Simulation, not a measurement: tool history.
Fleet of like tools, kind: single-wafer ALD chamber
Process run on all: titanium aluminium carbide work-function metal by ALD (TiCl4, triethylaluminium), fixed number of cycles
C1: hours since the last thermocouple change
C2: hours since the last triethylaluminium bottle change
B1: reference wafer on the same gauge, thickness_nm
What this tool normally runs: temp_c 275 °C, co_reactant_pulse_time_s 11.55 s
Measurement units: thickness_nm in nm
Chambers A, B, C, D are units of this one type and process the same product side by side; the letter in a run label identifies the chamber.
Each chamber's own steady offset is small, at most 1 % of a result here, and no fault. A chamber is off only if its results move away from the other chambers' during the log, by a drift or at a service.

Run 1A, hour 13.1: usual settings; C1 291.3; C2 480.6; B1 1.8884. Result: thickness_nm 1.8028 nm.
Run 2C, hour 24.9: usual settings; C1 828.5; C2 975.8; B1 1.8905. Result: thickness_nm 1.8163 nm.
Run 3B, hour 32.4: usual settings; C1 1869.3; C2 129.5; B1 1.8904. Result: thickness_nm 1.8117 nm.
Run 4D, hour 40.8: usual settings; C1 637; C2 716.3; B1 1.8903. Result: thickness_nm 1.8041 nm.
Run 5C, hour 48.9: usual settings; C1 852.5; C2 999.8; B1 1.891. Result: thickness_nm 1.8156 nm.
Run 6A, hour 58.8: usual settings; C1 337; C2 526.3; B1 1.8891. Result: thickness_nm 1.8025 nm.
Run 7B, hour 68.8: usual settings; C1 1905.7; C2 165.9; B1 1.8906. Result: thickness_nm 1.8134 nm.
Run 8D, hour 84.2: usual settings; C1 680.4; C2 759.7; B1 1.8909. Result: thickness_nm 1.8035 nm.
Run 9C, hour 98: usual settings; C1 901.6; C2 1048.9; B1 1.8896. Result: thickness_nm 1.8146 nm.
Run 10A, hour 113.9: usual settings; C1 392.1; C2 581.4; B1 1.8902. Result: thickness_nm 1.8 nm.
At hour 117.5: chamber B: thermocouple changed; heater temperature recalibrated.
Run 11D, hour 123.9: usual settings; C1 720.1; C2 799.4; B1 1.891. Result: thickness_nm 1.8072 nm.
Run 12B, hour 138.1: usual settings; C1 20.6; C2 235.2; B1 1.8891. Result: thickness_nm 1.8195 nm.
Run 13C, hour 151.1: usual settings; C1 954.7; C2 1102; B1 1.8901. Result: thickness_nm 1.8211 nm.
Run 14A, hour 163.2: usual settings; C1 441.4; C2 630.7; B1 1.8908. Result: thickness_nm 1.7954 nm.
Run 15B, hour 170.5: usual settings; C1 53; C2 267.6; B1 1.8902. Result: thickness_nm 1.8055 nm.
At hour 173.4: chamber C: triethylaluminium bottle replaced.
Run 16D, hour 177.9: usual settings; C1 774.1; C2 853.4; B1 1.8885. Result: thickness_nm 1.8058 nm.
Run 17C, hour 190.5: usual settings; C1 994.1; C2 17.1; B1 1.8911. Result: thickness_nm 1.821 nm.
Run 18B, hour 202.3: usual settings; C1 84.8; C2 299.4; B1 1.889. Result: thickness_nm 1.8145 nm.
Run 19D, hour 215.4: usual settings; C1 811.6; C2 890.9; B1 1.8921. Result: thickness_nm 1.8076 nm.
Run 20A, hour 226.2: usual settings; C1 504.4; C2 693.7; B1 1.8902. Result: thickness_nm 1.8071 nm.
Run 21A, hour 239.4: usual settings; C1 517.6; C2 706.9; B1 1.8889. Result: thickness_nm 1.8007 nm.
Run 22D, hour 249.6: usual settings; C1 845.8; C2 925.1; B1 1.89. Result: thickness_nm 1.8156 nm.
Run 23B, hour 257.7: usual settings; C1 140.2; C2 354.8; B1 1.8894. Result: thickness_nm 1.8172 nm.
Run 24C, hour 266: usual settings; C1 1069.6; C2 92.6; B1 1.8897. Result: thickness_nm 1.8234 nm.
Run 25B, hour 281.1: usual settings; C1 163.6; C2 378.2; B1 1.8898. Result: thickness_nm 1.8127 nm.
Run 26A, hour 292: usual settings; C1 570.2; C2 759.5; B1 1.89. Result: thickness_nm 1.795 nm.
Run 27C, hour 304.5: usual settings; C1 1108.1; C2 131.1; B1 1.8901. Result: thickness_nm 1.8358 nm.
Run 28D, hour 317.4: usual settings but co_reactant_pulse_time_s 8.34 s; C1 913.6; C2 992.9; B1 1.8892. Result: thickness_nm 1.749 nm.
At hour 325.2: chamber A: triethylaluminium bottle replaced.
Run 29B, hour 329.2: usual settings but co_reactant_pulse_time_s 8.34 s; C1 211.7; C2 426.3; B1 1.8896. Result: thickness_nm 1.7386 nm.
Run 30D, hour 340.5: usual settings but co_reactant_pulse_time_s 8.34 s; C1 936.7; C2 1016; B1 1.8907. Result: thickness_nm 1.7323 nm.
Run 31C, hour 354.2: usual settings but co_reactant_pulse_time_s 8.34 s; C1 1157.8; C2 180.8; B1 1.89. Result: thickness_nm 1.7651 nm.
Run 32A, hour 361.8: usual settings; C1 640; C2 36.7; B1 1.8893. Result: thickness_nm 1.8057 nm.
Run 33D, hour 375.6: usual settings; C1 971.8; C2 1051.1; B1 1.8888. Result: thickness_nm 1.813 nm.
Run 34C, hour 384.9: usual settings; C1 1188.5; C2 211.5; B1 1.8906. Result: thickness_nm 1.8456 nm.
Run 35A, hour 395.3: usual settings; C1 673.5; C2 70.2; B1 1.8888. Result: thickness_nm 1.8068 nm.
Run 36B, hour 406.8: usual settings; C1 289.3; C2 503.9; B1 1.889. Result: thickness_nm 1.8095 nm.
Run 37B, hour 417.4: usual settings; C1 299.9; C2 514.5; B1 1.8904. Result: thickness_nm 1.8087 nm.
Run 38A, hour 430: usual settings; C1 708.2; C2 104.9; B1 1.8885. Result: thickness_nm 1.7997 nm.
Run 39D, hour 437.7: usual settings; C1 1033.9; C2 1113.2; B1 1.8888. Result: thickness_nm 1.8076 nm.
Run 40C, hour 447.7: usual settings; C1 1251.3; C2 274.3; B1 1.8907. Result: thickness_nm 1.8401 nm.
Run 41B, hour 460: usual settings; C1 342.5; C2 557.1; B1 1.8898. Result: thickness_nm 1.811 nm.
Run 42C, hour 473.2: usual settings; C1 1276.8; C2 299.8; B1 1.8904. Result: thickness_nm 1.8508 nm.
Run 43A, hour 484: usual settings; C1 762.2; C2 158.9; B1 1.8892. Result: thickness_nm 1.8061 nm.

Has any chamber moved away from the others, gradually or after a service, or does the common gauge drift, or do the chambers differ only by their own small steady offsets? State the chamber and the most likely cause if one applies.

One chamber, C, drifts off from the rest bit by bit.
Cause: wafer temperature above the value expected at the setpoint (K) = 3.43.

Below are 4 candidate recipes for chamber C's next run, each the usual settings with a change, their results shown as question marks. Which of them brings C's results back in line with what the other chambers give on the usual settings?
In line here means within this much of the mean the other chambers give on the usual settings: thickness_nm 0.018 nm
Run 44C-1, hour 495.7: usual settings but temp_c 282 °C, co_reactant_pulse_time_s 12.57 s. Result: thickness_nm ?.
Run 44C-2, hour 495.7: usual settings but temp_c 266 °C. Result: thickness_nm ?.
Run 44C-3, hour 495.7: usual settings but temp_c 271 °C, co_reactant_pulse_time_s 11 s. Result: thickness_nm ?.
Run 44C-4, hour 495.7: usual settings but temp_c 279 °C, co_reactant_pulse_time_s 12.1 s. Result: thickness_nm ?.

On the usual settings, the other chambers give on average: thickness_nm 1.8058 nm
  run  thickness_nm
44C-1        1.9217
44C-2         1.773
44C-3        1.8086
44C-4        1.8911
It is 44C-3 that realigns the chamber with its peers.
